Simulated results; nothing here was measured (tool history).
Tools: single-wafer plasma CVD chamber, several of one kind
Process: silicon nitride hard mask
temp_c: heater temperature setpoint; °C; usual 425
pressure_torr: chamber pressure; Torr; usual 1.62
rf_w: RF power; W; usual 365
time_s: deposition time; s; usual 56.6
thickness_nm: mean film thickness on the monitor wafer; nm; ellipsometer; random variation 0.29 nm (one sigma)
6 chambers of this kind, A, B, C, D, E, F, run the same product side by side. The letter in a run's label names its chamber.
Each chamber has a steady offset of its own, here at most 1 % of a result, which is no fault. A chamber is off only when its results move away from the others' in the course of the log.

run,day,temp_c,pressure_torr,rf_w,time_s,hours since the last thermocouple change,hours since the last RF generator calibration,hours since the last manometer calibration,"read-back reference wafer on the same gauge, thickness_nm",thickness_nm
1A,0.467,425,1.62,365,56.6,2291.4,175.6,684.5,86.912,73.423
2C,0.779,425,1.62,365,56.6,487.2,752.7,1422.7,86.960,73.241
# day 1.017: chamber F: RF generator calibrated
3D,1.267,425,1.62,365,56.6,1057.9,1601.4,569.1,87.010,73.824
4F,1.688,425,1.62,365,56.6,1388.4,16.2,532.1,87.110,73.375
# day 1.867: chamber A: thermocouple changed; heater temperature recalibrated
# day 2.121: chamber B: RF generator calibrated
5B,2.254,425,1.62,365,56.6,1113.8,3.2,1057.3,87.005,73.241
6E,2.733,425,1.62,365,56.6,1801.7,394.7,495.1,86.936,73.473
7E,3.071,425,1.62,365,56.6,1809.8,402.8,503.2,86.941,72.986
8D,3.379,425,1.62,365,56.6,1108.6,1652.1,619.8,87.013,73.767
9C,3.725,425,1.62,365,56.6,557.9,823.4,1493.4,86.949,73.180
10A,4.196,425,1.62,365,56.6,55.9,265.1,774.0,87.006,73.045
11B,4.554,425,1.62,390,56.6,1169.0,58.4,1112.5,87.021,76.811
12F,4.892,425,1.62,390,56.6,1465.3,93.1,609.0,87.036,75.857
13F,5.167,425,1.62,390,56.6,1471.9,99.7,615.6,87.014,76.076
14A,5.700,425,1.62,390,56.6,92.0,301.2,810.1,86.963,76.773
15B,6.121,425,1.62,390,56.6,1206.6,96.0,1150.1,87.040,76.711
16C,6.679,425,1.62,390,56.6,628.8,894.3,1564.3,86.895,76.884
# day 7.008: chamber C: RF generator calibrated
17D,7.229,425,1.62,365,56.6,1201.0,1744.5,712.2,86.886,73.980
# day 7.304: chamber B: thermocouple changed; heater temperature recalibrated
18E,7.771,425,1.62,365,56.6,1922.6,515.6,616.0,87.069,72.464
19B,8.117,425,1.62,365,56.6,19.5,143.9,1198.0,86.989,73.617
20F,8.467,425,1.62,295,56.6,1551.1,178.9,694.8,87.006,63.207
# day 8.567: chamber D: thermocouple changed; heater temperature recalibrated
21E,8.883,425,1.62,295,56.6,1949.3,542.3,642.7,86.977,62.526
22A,9.196,425,1.62,295,56.6,175.9,385.1,894.0,86.863,63.904
23D,9.442,425,1.62,295,56.6,21.1,1797.6,765.3,86.953,64.442
24C,9.838,425,1.62,295,56.6,704.6,68.0,1640.1,87.042,63.902
25C,10.225,425,1.62,295,56.6,713.9,77.3,1649.4,87.009,63.199
26A,10.692,425,1.62,365,56.6,211.8,421.0,929.9,86.972,72.871
# day 10.979: chamber F: thermocouple changed; heater temperature recalibrated
27E,11.221,432,1.62,365,67.1,2005.4,598.4,698.8,86.953,84.441
28D,11.762,432,1.62,365,67.1,76.8,1853.3,821.0,86.937,87.910
# day 12.167: chamber A: capacitance manometer re-zeroed and calibrated
29F,12.188,432,1.62,365,67.1,29.0,268.2,784.1,87.112,86.106
30B,12.708,432,1.62,365,67.1,129.7,254.1,1308.2,86.874,86.844
31C,13.204,432,1.62,365,67.1,785.4,148.8,1720.9,87.000,87.187
32F,13.517,432,1.62,365,67.1,60.9,300.1,816.0,87.111,86.115
33E,14.017,425,1.62,365,56.6,2072.5,665.5,765.9,86.947,70.353
34B,14.375,425,1.62,365,56.6,169.7,294.1,1348.2,87.080,73.058
35D,14.921,425,1.62,365,56.6,152.6,1929.1,896.8,86.927,73.415
36A,15.183,425,1.62,365,56.6,319.6,528.8,72.4,87.100,73.156
37A,15.621,425,1.62,365,56.6,330.1,539.3,82.9,86.955,72.939
38B,16.146,425,1.62,365,56.6,212.2,336.6,1390.7,86.975,73.959

Is one chamber off against the others, does the gauge drift, or is nothing wrong? If a chamber is off, say which, and what the likeliest cause is.

Chamber E drifts away from the others.
Cause: delivered RF power below the setpoint (%) = 7.16.

Here are 4 candidates for chamber E's next run, each the usual settings with a change, their results left as question marks. Which one brings its results back in line with what the others give on the usual settings?
In line means no further than this from the other chambers' mean on the usual settings: thickness_nm 1.000 nm
39E-1,16.550,425,1.69,390,56.6,,,,,?
39E-2,16.550,425,1.62,365,53.7,,,,,?
39E-3,16.550,425,1.65,375,56.6,,,,,?
39E-4,16.550,425,1.61,360,55.7,,,,,?

The other chambers' mean on the usual settings: thickness_nm 73.440 nm
run,thickness_nm
39E-1,73.637
39E-2,66.216
39E-3,71.361
39E-4,67.959
39E-1 brings the chamber back in line.
